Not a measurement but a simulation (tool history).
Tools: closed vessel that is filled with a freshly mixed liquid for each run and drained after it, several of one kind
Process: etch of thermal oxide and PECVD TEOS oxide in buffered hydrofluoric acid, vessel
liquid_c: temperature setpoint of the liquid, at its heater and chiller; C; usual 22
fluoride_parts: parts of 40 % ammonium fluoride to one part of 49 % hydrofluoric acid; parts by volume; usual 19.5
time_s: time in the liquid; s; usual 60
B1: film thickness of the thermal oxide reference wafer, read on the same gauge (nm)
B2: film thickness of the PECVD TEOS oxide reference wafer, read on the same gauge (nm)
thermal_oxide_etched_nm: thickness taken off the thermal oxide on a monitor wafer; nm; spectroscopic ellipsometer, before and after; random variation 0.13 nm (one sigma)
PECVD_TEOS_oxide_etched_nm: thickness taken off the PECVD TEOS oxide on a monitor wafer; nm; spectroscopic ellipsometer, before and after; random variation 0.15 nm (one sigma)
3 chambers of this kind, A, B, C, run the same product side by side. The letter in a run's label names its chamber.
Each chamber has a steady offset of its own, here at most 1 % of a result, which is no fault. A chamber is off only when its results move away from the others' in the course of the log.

{"run": "1B", "hour": 14.3, "liquid_c": 22, "fluoride_parts": 19.5, "time_s": 60, "B1": 89.994, "B2": 120, "thermal_oxide_etched_nm": 33.442, "PECVD_TEOS_oxide_etched_nm": 46.825}
{"run": "2A", "hour": 24.2, "liquid_c": 22, "fluoride_parts": 19.5, "time_s": 60, "B1": 90.007, "B2": 119.96, "thermal_oxide_etched_nm": 33.451, "PECVD_TEOS_oxide_etched_nm": 46.786}
{"run": "3C", "hour": 38.6, "liquid_c": 22, "fluoride_parts": 19.5, "time_s": 60, "B1": 89.977, "B2": 120.01, "thermal_oxide_etched_nm": 33.41, "PECVD_TEOS_oxide_etched_nm": 46.744}
{"run": "4A", "hour": 46.7, "liquid_c": 22, "fluoride_parts": 19.5, "time_s": 60, "B1": 89.971, "B2": 120, "thermal_oxide_etched_nm": 33.594, "PECVD_TEOS_oxide_etched_nm": 46.75}
{"run": "5B", "hour": 56.0, "liquid_c": 22, "fluoride_parts": 16.5, "time_s": 35, "B1": 89.988, "B2": 120.02, "thermal_oxide_etched_nm": 22.81, "PECVD_TEOS_oxide_etched_nm": 32.039}
{"run": "6C", "hour": 70.1, "liquid_c": 22, "fluoride_parts": 16.5, "time_s": 35, "B1": 89.969, "B2": 119.99, "thermal_oxide_etched_nm": 22.905, "PECVD_TEOS_oxide_etched_nm": 31.898}
{"hour": 75.8, "done": "chamber B: thermometer replaced"}
{"run": "7A", "hour": 81.3, "liquid_c": 22, "fluoride_parts": 16.5, "time_s": 35, "B1": 90.037, "B2": 120.02, "thermal_oxide_etched_nm": 22.896, "PECVD_TEOS_oxide_etched_nm": 32.225}
{"hour": 87.5, "done": "chamber A: thermometer replaced"}
{"run": "8C", "hour": 87.9, "liquid_c": 22, "fluoride_parts": 19.5, "time_s": 60, "B1": 90.003, "B2": 119.99, "thermal_oxide_etched_nm": 33.38, "PECVD_TEOS_oxide_etched_nm": 46.82}
{"run": "9B", "hour": 99.6, "liquid_c": 22, "fluoride_parts": 19.5, "time_s": 60, "B1": 90.017, "B2": 120.02, "thermal_oxide_etched_nm": 33.307, "PECVD_TEOS_oxide_etched_nm": 46.714}
{"run": "10C", "hour": 114.0, "liquid_c": 22, "fluoride_parts": 19.5, "time_s": 80, "B1": 90.033, "B2": 120.01, "thermal_oxide_etched_nm": 44.488, "PECVD_TEOS_oxide_etched_nm": 62.408}
{"run": "11B", "hour": 124.5, "liquid_c": 22, "fluoride_parts": 19.5, "time_s": 80, "B1": 89.992, "B2": 120.02, "thermal_oxide_etched_nm": 44.099, "PECVD_TEOS_oxide_etched_nm": 62.191}
{"run": "12A", "hour": 134.9, "liquid_c": 22, "fluoride_parts": 19.5, "time_s": 80, "B1": 89.998, "B2": 120.03, "thermal_oxide_etched_nm": 44.641, "PECVD_TEOS_oxide_etched_nm": 62.326}
{"run": "13A", "hour": 142.7, "liquid_c": 18.5, "fluoride_parts": 16.5, "time_s": 60, "B1": 90.003, "B2": 119.98, "thermal_oxide_etched_nm": 32.211, "PECVD_TEOS_oxide_etched_nm": 45.14}
{"run": "14B", "hour": 151.5, "liquid_c": 18.5, "fluoride_parts": 16.5, "time_s": 60, "B1": 90.001, "B2": 119.98, "thermal_oxide_etched_nm": 32.212, "PECVD_TEOS_oxide_etched_nm": 45.244}
{"run": "15C", "hour": 159.1, "liquid_c": 18.5, "fluoride_parts": 16.5, "time_s": 60, "B1": 90.001, "B2": 120, "thermal_oxide_etched_nm": 32.17, "PECVD_TEOS_oxide_etched_nm": 44.942}
{"run": "16A", "hour": 166.2, "liquid_c": 22, "fluoride_parts": 19.5, "time_s": 60, "B1": 90.004, "B2": 119.97, "thermal_oxide_etched_nm": 33.398, "PECVD_TEOS_oxide_etched_nm": 46.828}
{"run": "17B", "hour": 178.5, "liquid_c": 22, "fluoride_parts": 19.5, "time_s": 60, "B1": 90.015, "B2": 119.98, "thermal_oxide_etched_nm": 33.203, "PECVD_TEOS_oxide_etched_nm": 46.665}
{"run": "18C", "hour": 188.1, "liquid_c": 25.5, "fluoride_parts": 22, "time_s": 60, "B1": 90.036, "B2": 120.04, "thermal_oxide_etched_nm": 37.153, "PECVD_TEOS_oxide_etched_nm": 51.829}
{"run": "19B", "hour": 201.8, "liquid_c": 25.5, "fluoride_parts": 22, "time_s": 60, "B1": 90.009, "B2": 120.05, "thermal_oxide_etched_nm": 36.861, "PECVD_TEOS_oxide_etched_nm": 51.364}
{"run": "20C", "hour": 212.7, "liquid_c": 25.5, "fluoride_parts": 22, "time_s": 60, "B1": 89.973, "B2": 120.01, "thermal_oxide_etched_nm": 36.93, "PECVD_TEOS_oxide_etched_nm": 51.808}
{"run": "21A", "hour": 223.5, "liquid_c": 22, "fluoride_parts": 19.5, "time_s": 60, "B1": 89.971, "B2": 120.02, "thermal_oxide_etched_nm": 33.202, "PECVD_TEOS_oxide_etched_nm": 46.807}
{"run": "22A", "hour": 234.8, "liquid_c": 22, "fluoride_parts": 13.5, "time_s": 60, "B1": 90.013, "B2": 120.01, "thermal_oxide_etched_nm": 47.542, "PECVD_TEOS_oxide_etched_nm": 66.462}
{"run": "23C", "hour": 241.5, "liquid_c": 22, "fluoride_parts": 13.5, "time_s": 60, "B1": 89.994, "B2": 119.98, "thermal_oxide_etched_nm": 47.803, "PECVD_TEOS_oxide_etched_nm": 66.697}
{"run": "24B", "hour": 248.4, "liquid_c": 22, "fluoride_parts": 13.5, "time_s": 60, "B1": 89.99, "B2": 120.05, "thermal_oxide_etched_nm": 47.53, "PECVD_TEOS_oxide_etched_nm": 66.796}
{"run": "25A", "hour": 256.0, "liquid_c": 22, "fluoride_parts": 19.5, "time_s": 60, "B1": 89.982, "B2": 119.97, "thermal_oxide_etched_nm": 33.323, "PECVD_TEOS_oxide_etched_nm": 46.83}
{"run": "26B", "hour": 269.9, "liquid_c": 22, "fluoride_parts": 19.5, "time_s": 60, "B1": 90.008, "B2": 120, "thermal_oxide_etched_nm": 33.234, "PECVD_TEOS_oxide_etched_nm": 46.59}
{"run": "27C", "hour": 280.4, "liquid_c": 22, "fluoride_parts": 19.5, "time_s": 60, "B1": 89.991, "B2": 120.02, "thermal_oxide_etched_nm": 33.472, "PECVD_TEOS_oxide_etched_nm": 46.63}
{"run": "28B", "hour": 289.1, "liquid_c": 22, "fluoride_parts": 19.5, "time_s": 60, "B1": 89.971, "B2": 120, "thermal_oxide_etched_nm": 33.256, "PECVD_TEOS_oxide_etched_nm": 46.622}
{"run": "29C", "hour": 298.8, "liquid_c": 22, "fluoride_parts": 19.5, "time_s": 60, "B1": 89.989, "B2": 119.99, "thermal_oxide_etched_nm": 33.457, "PECVD_TEOS_oxide_etched_nm": 46.602}
{"run": "30A", "hour": 309.5, "liquid_c": 22, "fluoride_parts": 19.5, "time_s": 60, "B1": 89.95, "B2": 119.99, "thermal_oxide_etched_nm": 33.496, "PECVD_TEOS_oxide_etched_nm": 46.697}
{"run": "31C", "hour": 320.1, "liquid_c": 22, "fluoride_parts": 19.5, "time_s": 60, "B1": 90.009, "B2": 120, "thermal_oxide_etched_nm": 33.626, "PECVD_TEOS_oxide_etched_nm": 46.492}
{"run": "32B", "hour": 330.3, "liquid_c": 22, "fluoride_parts": 19.5, "time_s": 60, "B1": 90.018, "B2": 119.99, "thermal_oxide_etched_nm": 33.162, "PECVD_TEOS_oxide_etched_nm": 46.598}
{"run": "33A", "hour": 337.4, "liquid_c": 22, "fluoride_parts": 19.5, "time_s": 60, "B1": 89.992, "B2": 119.97, "thermal_oxide_etched_nm": 33.313, "PECVD_TEOS_oxide_etched_nm": 46.793}

Next, every chamber runs the same settings. What will each give?
{"run": "34A", "hour": 348.4, "liquid_c": 22, "fluoride_parts": 19.5, "time_s": 80, "thermal_oxide_etched_nm": "?", "PECVD_TEOS_oxide_etched_nm": "?"}
{"run": "34B", "hour": 348.4, "liquid_c": 22, "fluoride_parts": 19.5, "time_s": 80, "thermal_oxide_etched_nm": "?", "PECVD_TEOS_oxide_etched_nm": "?"}
{"run": "34C", "hour": 348.4, "liquid_c": 22, "fluoride_parts": 19.5, "time_s": 80, "thermal_oxide_etched_nm": "?", "PECVD_TEOS_oxide_etched_nm": "?"}

run=34A thermal_oxide_etched_nm=44.651 PECVD_TEOS_oxide_etched_nm=62.349
run=34B thermal_oxide_etched_nm=44.322 PECVD_TEOS_oxide_etched_nm=62.063
run=34C thermal_oxide_etched_nm=44.462 PECVD_TEOS_oxide_etched_nm=62.101
